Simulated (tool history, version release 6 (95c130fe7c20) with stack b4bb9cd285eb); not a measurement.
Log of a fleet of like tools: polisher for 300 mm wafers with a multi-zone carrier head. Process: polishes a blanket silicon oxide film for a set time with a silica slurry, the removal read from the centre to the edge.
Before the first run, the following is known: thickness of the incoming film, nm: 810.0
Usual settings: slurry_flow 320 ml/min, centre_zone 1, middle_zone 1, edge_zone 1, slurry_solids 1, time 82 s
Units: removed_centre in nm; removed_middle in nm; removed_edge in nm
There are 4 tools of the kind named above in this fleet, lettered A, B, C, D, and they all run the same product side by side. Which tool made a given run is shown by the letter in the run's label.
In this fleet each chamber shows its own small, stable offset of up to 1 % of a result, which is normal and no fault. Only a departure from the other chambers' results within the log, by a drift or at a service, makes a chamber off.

run 1B hour=2.9 | slurry_flow=320 centre_zone=1 middle_zone=1 edge_zone=1 slurry_solids=1 time=82 | removed_centre=185.72 removed_middle=187.41 removed_edge=188.28
run 2A hour=8.1 | slurry_flow=320 centre_zone=1 middle_zone=1 edge_zone=1 slurry_solids=1 time=82 | removed_centre=185.92 removed_middle=182.82 removed_edge=185.02
run 3D hour=14 | slurry_flow=320 centre_zone=1 middle_zone=1 edge_zone=1 slurry_solids=1 time=82 | removed_centre=182.69 removed_middle=183.9 removed_edge=187.78
run 4C hour=18.3 | slurry_flow=320 centre_zone=1 middle_zone=1 edge_zone=1 slurry_solids=1 time=82 | removed_centre=184.03 removed_middle=183.44 removed_edge=184.33
run 5B hour=24.2 | slurry_flow=320 centre_zone=1 middle_zone=1 edge_zone=1 slurry_solids=1 time=82 | removed_centre=188.91 removed_middle=187.16 removed_edge=183.64
run 6D hour=27.2 | slurry_flow=320 centre_zone=1 middle_zone=1 edge_zone=1 slurry_solids=1 time=82 | removed_centre=186.99 removed_middle=181.42 removed_edge=183.18
-- hour=31.2 chamber D: worn pad replaced by a new one
run 7A hour=32.7 | slurry_flow=320 centre_zone=1 middle_zone=1 edge_zone=1 slurry_solids=1 time=82 | removed_centre=182.86 removed_middle=187.19 removed_edge=184.16
run 8C hour=37.7 | slurry_flow=320 centre_zone=1 middle_zone=1 edge_zone=1 slurry_solids=1 time=82 | removed_centre=185.3 removed_middle=184 removed_edge=186.85
run 9C hour=42.2 | slurry_flow=320 centre_zone=1 middle_zone=1 edge_zone=1 slurry_solids=1 time=82 | removed_centre=190.47 removed_middle=187.94 removed_edge=189.28
-- hour=47.5 chamber C: worn pad replaced by a new one
run 10B hour=47.6 | slurry_flow=320 centre_zone=1 middle_zone=1 edge_zone=1 slurry_solids=1 time=82 | removed_centre=185.27 removed_middle=187.3 removed_edge=186.63
run 11D hour=53.1 | slurry_flow=320 centre_zone=1 middle_zone=1.11 edge_zone=1.08 slurry_solids=1 time=82 | removed_centre=189.35 removed_middle=198.49 removed_edge=197.84
-- hour=54 chamber A: worn pad replaced by a new one
run 12A hour=58.7 | slurry_flow=320 centre_zone=1 middle_zone=1.11 edge_zone=1.08 slurry_solids=1 time=82 | removed_centre=188.7 removed_middle=202.15 removed_edge=194.23
run 13A hour=62.9 | slurry_flow=320 centre_zone=1 middle_zone=1.11 edge_zone=1.08 slurry_solids=1 time=82 | removed_centre=184.12 removed_middle=204.91 removed_edge=193.14
run 14D hour=66.4 | slurry_flow=320 centre_zone=1 middle_zone=1.11 edge_zone=1.08 slurry_solids=1 time=82 | removed_centre=186.08 removed_middle=202.2 removed_edge=192.92
-- hour=67.2 chamber B: edge zone pressure recalibrated
run 15C hour=72.8 | slurry_flow=320 centre_zone=1 middle_zone=1 edge_zone=1 slurry_solids=1 time=82 | removed_centre=187.15 removed_middle=185.42 removed_edge=185.28
run 16B hour=77.8 | slurry_flow=320 centre_zone=1 middle_zone=0.91 edge_zone=1 slurry_solids=1 time=82 | removed_centre=180.05 removed_middle=166.87 removed_edge=184.68
run 17B hour=82.7 | slurry_flow=320 centre_zone=1 middle_zone=0.91 edge_zone=1 slurry_solids=1 time=82 | removed_centre=184.45 removed_middle=164.11 removed_edge=184.28
-- hour=84.7 chamber C: slurry nozzle cleaned
run 18A hour=86.7 | slurry_flow=320 centre_zone=1 middle_zone=0.91 edge_zone=1 slurry_solids=1 time=82 | removed_centre=186.13 removed_middle=168.8 removed_edge=188.6
-- hour=87.1 chamber D: worn pad replaced by a new one
run 19D hour=90.3 | slurry_flow=320 centre_zone=1 middle_zone=0.91 edge_zone=1 slurry_solids=1 time=82 | removed_centre=184.22 removed_middle=164.08 removed_edge=186.83
run 20C hour=95.8 | slurry_flow=320 centre_zone=1 middle_zone=1 edge_zone=1 slurry_solids=1 time=82 | removed_centre=194.83 removed_middle=185.13 removed_edge=186.44
run 21A hour=99.9 | slurry_flow=320 centre_zone=1 middle_zone=1 edge_zone=1 slurry_solids=1 time=82 | removed_centre=185 removed_middle=188.57 removed_edge=187.12
run 22D hour=103.3 | slurry_flow=320 centre_zone=1 middle_zone=1 edge_zone=1 slurry_solids=1 time=82 | removed_centre=183.81 removed_middle=184.76 removed_edge=185.09
run 23B hour=106.9 | slurry_flow=320 centre_zone=1 middle_zone=1 edge_zone=1 slurry_solids=1 time=82 | removed_centre=174.37 removed_middle=179 removed_edge=175.65
run 24C hour=111.3 | slurry_flow=320 centre_zone=1 middle_zone=1 edge_zone=1 slurry_solids=1.15 time=82 | removed_centre=203.7 removed_middle=197.91 removed_edge=196.04
run 25C hour=116.6 | slurry_flow=320 centre_zone=1 middle_zone=1 edge_zone=1 slurry_solids=1.15 time=82 | removed_centre=200.53 removed_middle=195.55 removed_edge=190.18
run 26D hour=122.1 | slurry_flow=320 centre_zone=1 middle_zone=1 edge_zone=1 slurry_solids=1.15 time=82 | removed_centre=198.74 removed_middle=193.99 removed_edge=196.08
run 27B hour=127.8 | slurry_flow=320 centre_zone=1 middle_zone=1 edge_zone=1 slurry_solids=1.15 time=82 | removed_centre=191.95 removed_middle=184.6 removed_edge=196.58
run 28A hour=131.2 | slurry_flow=320 centre_zone=1 middle_zone=1 edge_zone=1 slurry_solids=1 time=82 | removed_centre=185.96 removed_middle=182.8 removed_edge=185.4
run 29B hour=136.1 | slurry_flow=320 centre_zone=1 middle_zone=1 edge_zone=1 slurry_solids=1 time=82 | removed_centre=174.2 removed_middle=175.06 removed_edge=177.76
run 30C hour=139.8 | slurry_flow=320 centre_zone=1 middle_zone=1 edge_zone=1 slurry_solids=1 time=82 | removed_centre=191.7 removed_middle=184.89 removed_edge=189.25
run 31D hour=142.8 | slurry_flow=320 centre_zone=1 middle_zone=1 edge_zone=1 slurry_solids=1 time=82 | removed_centre=181.95 removed_middle=182.06 removed_edge=182.12
-- hour=143.1 chamber D: worn pad replaced by a new one
-- hour=147.5 chamber C: worn pad replaced by a new one
run 32A hour=148.1 | slurry_flow=320 centre_zone=1 middle_zone=1 edge_zone=1 slurry_solids=1 time=82 | removed_centre=179.02 removed_middle=182.57 removed_edge=184.41
-- hour=151.8 chamber A: worn pad replaced by a new one
run 33D hour=153.6 | slurry_flow=320 centre_zone=1 middle_zone=1 edge_zone=1 slurry_solids=1 time=82 | removed_centre=183.24 removed_middle=183.07 removed_edge=184.53
-- hour=159.7 chamber B: slurry nozzle cleaned
run 34B hour=159.9 | slurry_flow=320 centre_zone=1 middle_zone=1 edge_zone=1 slurry_solids=1 time=82 | removed_centre=170.07 removed_middle=171.88 removed_edge=170.42
run 35C hour=166.2 | slurry_flow=320 centre_zone=1 middle_zone=1 edge_zone=1 slurry_solids=1 time=82 | removed_centre=184.05 removed_middle=186.35 removed_edge=186.54
run 36A hour=170 | slurry_flow=320 centre_zone=1 middle_zone=1 edge_zone=1 slurry_solids=1 time=82 | removed_centre=184.3 removed_middle=182.64 removed_edge=182.57
-- hour=173.4 chamber A: slurry nozzle cleaned
run 37C hour=175.2 | slurry_flow=320 centre_zone=1 middle_zone=1 edge_zone=1 slurry_solids=1 time=82 | removed_centre=184.98 removed_middle=184.41 removed_edge=186.99
run 38B hour=180 | slurry_flow=320 centre_zone=1 middle_zone=1 edge_zone=1 slurry_solids=1 time=82 | removed_centre=172.18 removed_middle=177.32 removed_edge=168.96
run 39A hour=185.5 | slurry_flow=320 centre_zone=1 middle_zone=1 edge_zone=1 slurry_solids=1 time=82 | removed_centre=186.85 removed_middle=187.48 removed_edge=189.03

Each of the 4 chambers runs these same settings next. Fill in every chamber's results:
run 40A hour=190.1 | slurry_flow=320 centre_zone=1.04 middle_zone=1 edge_zone=1 slurry_solids=1 time=82 | removed_centre=? removed_middle=? removed_edge=?
run 40B hour=190.1 | slurry_flow=320 centre_zone=1.04 middle_zone=1 edge_zone=1 slurry_solids=1 time=82 | removed_centre=? removed_middle=? removed_edge=?
run 40C hour=190.1 | slurry_flow=320 centre_zone=1.04 middle_zone=1 edge_zone=1 slurry_solids=1 time=82 | removed_centre=? removed_middle=? removed_edge=?
run 40D hour=190.1 | slurry_flow=320 centre_zone=1.04 middle_zone=1 edge_zone=1 slurry_solids=1 time=82 | removed_centre=? removed_middle=? removed_edge=?

run=40A removed_centre=196.43 removed_middle=181.37 removed_edge=186.76
run=40B removed_centre=174.77 removed_middle=170.11 removed_edge=169.68
run=40C removed_centre=197.75 removed_middle=188.62 removed_edge=185.1
run=40D removed_centre=194.34 removed_middle=183.98 removed_edge=185.63

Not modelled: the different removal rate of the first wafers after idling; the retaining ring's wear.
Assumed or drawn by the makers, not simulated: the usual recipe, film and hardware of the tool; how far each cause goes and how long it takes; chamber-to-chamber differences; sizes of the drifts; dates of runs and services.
